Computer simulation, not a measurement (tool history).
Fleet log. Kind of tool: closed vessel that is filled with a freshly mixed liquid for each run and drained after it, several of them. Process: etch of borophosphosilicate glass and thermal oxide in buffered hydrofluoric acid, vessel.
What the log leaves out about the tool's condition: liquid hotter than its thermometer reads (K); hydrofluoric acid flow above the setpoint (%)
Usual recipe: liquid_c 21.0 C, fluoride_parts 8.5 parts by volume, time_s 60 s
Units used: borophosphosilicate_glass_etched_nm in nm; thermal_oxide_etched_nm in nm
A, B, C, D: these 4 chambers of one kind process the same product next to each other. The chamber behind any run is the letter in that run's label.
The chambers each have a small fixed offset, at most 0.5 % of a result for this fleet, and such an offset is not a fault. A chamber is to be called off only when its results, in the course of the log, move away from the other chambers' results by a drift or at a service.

| run | day | liquid_c | fluoride_parts | time_s | hours since the thermometer was replaced | hours since the hydrofluoric acid flow meter was replaced | read-back film thickness of the borophosphosilicate glass reference wafer, read on the same gauge (nm) | read-back film thickness of the thermal oxide reference wafer, read on the same gauge (nm) | borophosphosilicate_glass_etched_nm | thermal_oxide_etched_nm |
|---|---|---|---|---|---|---|---|---|---|---|
| 1C | 0.204 | 21.0 | 8.5 | 60 | 1043.9 | 330.1 | 29.967 | 79.987 | 149.330 | 66.903 |
|  | 0.242 | chamber C: thermometer replaced |
| 2D | 0.412 | 21.0 | 8.5 | 60 | 1275.9 | 50.4 | 30.006 | 79.975 | 148.200 | 67.237 |
| 3B | 0.604 | 21.0 | 8.5 | 60 | 1944.2 | 490.7 | 30.001 | 79.985 | 146.660 | 67.221 |
| 4A | 0.808 | 21.0 | 8.5 | 60 | 341.8 | 1250.1 | 29.996 | 79.992 | 149.100 | 67.434 |
| 5D | 1.012 | 21.0 | 8.5 | 60 | 1290.3 | 64.8 | 30.017 | 80.007 | 147.510 | 67.149 |
| 6A | 1.229 | 21.0 | 8.5 | 60 | 351.9 | 1260.2 | 30.008 | 80.011 | 147.110 | 67.275 |
| 7C | 1.388 | 21.0 | 8.5 | 60 | 27.6 | 358.5 | 29.973 | 80.000 | 149.020 | 67.155 |
| 8B | 1.529 | 21.0 | 8.5 | 60 | 1966.4 | 512.9 | 30.019 | 80.028 | 146.800 | 66.973 |
| 9D | 1.812 | 21.0 | 8.5 | 60 | 1309.5 | 84.0 | 29.988 | 79.957 | 143.480 | 67.274 |
| 10B | 2.017 | 21.0 | 8.5 | 60 | 1978.1 | 524.6 | 29.995 | 80.029 | 146.730 | 67.618 |
| 11A | 2.200 | 21.0 | 8.5 | 60 | 375.2 | 1283.5 | 29.974 | 79.986 | 147.510 | 66.964 |
| 12C | 2.358 | 21.0 | 8.5 | 60 | 50.9 | 381.8 | 30.006 | 80.009 | 147.810 | 66.843 |
| 13D | 2.654 | 23.5 | 7.0 | 60 | 1329.7 | 104.2 | 29.995 | 79.962 | 209.390 | 94.511 |
| 14B | 2.925 | 23.5 | 7.0 | 60 | 1999.9 | 546.4 | 30.007 | 80.024 | 208.510 | 95.968 |
| 15C | 3.238 | 23.5 | 7.0 | 60 | 72.0 | 402.9 | 30.007 | 80.015 | 210.330 | 95.258 |
| 16A | 3.454 | 23.5 | 7.0 | 60 | 405.3 | 1313.6 | 29.972 | 79.986 | 205.670 | 95.346 |
| 17C | 3.700 | 21.0 | 8.5 | 60 | 83.1 | 414.0 | 29.963 | 80.000 | 150.200 | 66.937 |
| 18D | 3.858 | 21.0 | 11.0 | 60 | 1358.6 | 133.1 | 30.020 | 80.027 | 117.870 | 53.805 |
| 19A | 4.054 | 21.0 | 11.0 | 60 | 419.7 | 1328.0 | 29.975 | 80.000 | 120.160 | 53.970 |
| 20B | 4.225 | 21.0 | 11.0 | 60 | 2031.1 | 577.6 | 30.003 | 79.959 | 115.660 | 53.601 |
| 21C | 4.500 | 21.0 | 11.0 | 60 | 102.3 | 433.2 | 30.000 | 79.989 | 116.300 | 53.903 |
| 22A | 4.729 | 23.5 | 11.5 | 60 | 435.9 | 1344.2 | 29.981 | 80.027 | 131.750 | 59.912 |
| 23D | 4.917 | 23.5 | 11.5 | 60 | 1384.0 | 158.5 | 29.966 | 80.050 | 131.130 | 58.116 |
| 24B | 5.117 | 23.5 | 11.5 | 60 | 2052.5 | 599.0 | 29.979 | 79.976 | 127.740 | 59.161 |
| 25A | 5.429 | 23.5 | 11.5 | 60 | 452.7 | 1361.0 | 29.970 | 79.990 | 129.660 | 59.840 |
| 26B | 5.646 | 17.5 | 8.5 | 30 | 2065.2 | 611.7 | 29.978 | 80.026 | 60.910 | 27.558 |
| 27C | 5.871 | 17.5 | 8.5 | 30 | 135.2 | 466.1 | 30.008 | 80.007 | 61.276 | 27.688 |

For the next run the whole fleet of 4 chambers uses the same settings. Give each chamber's results:
| 28A | 6.104 | 21.0 | 7.0 | 60 |  |  |  |  | ? | ? |
| 28B | 6.104 | 21.0 | 7.0 | 60 |  |  |  |  | ? | ? |
| 28C | 6.104 | 21.0 | 7.0 | 60 |  |  |  |  | ? | ? |
| 28D | 6.104 | 21.0 | 7.0 | 60 |  |  |  |  | ? | ? |

| run | borophosphosilicate_glass_etched_nm | thermal_oxide_etched_nm |
|---|---|---|
| 28A | 183.170 | 82.971 |
| 28B | 182.380 | 82.728 |
| 28C | 181.110 | 82.865 |
| 28D | 180.770 | 83.252 |

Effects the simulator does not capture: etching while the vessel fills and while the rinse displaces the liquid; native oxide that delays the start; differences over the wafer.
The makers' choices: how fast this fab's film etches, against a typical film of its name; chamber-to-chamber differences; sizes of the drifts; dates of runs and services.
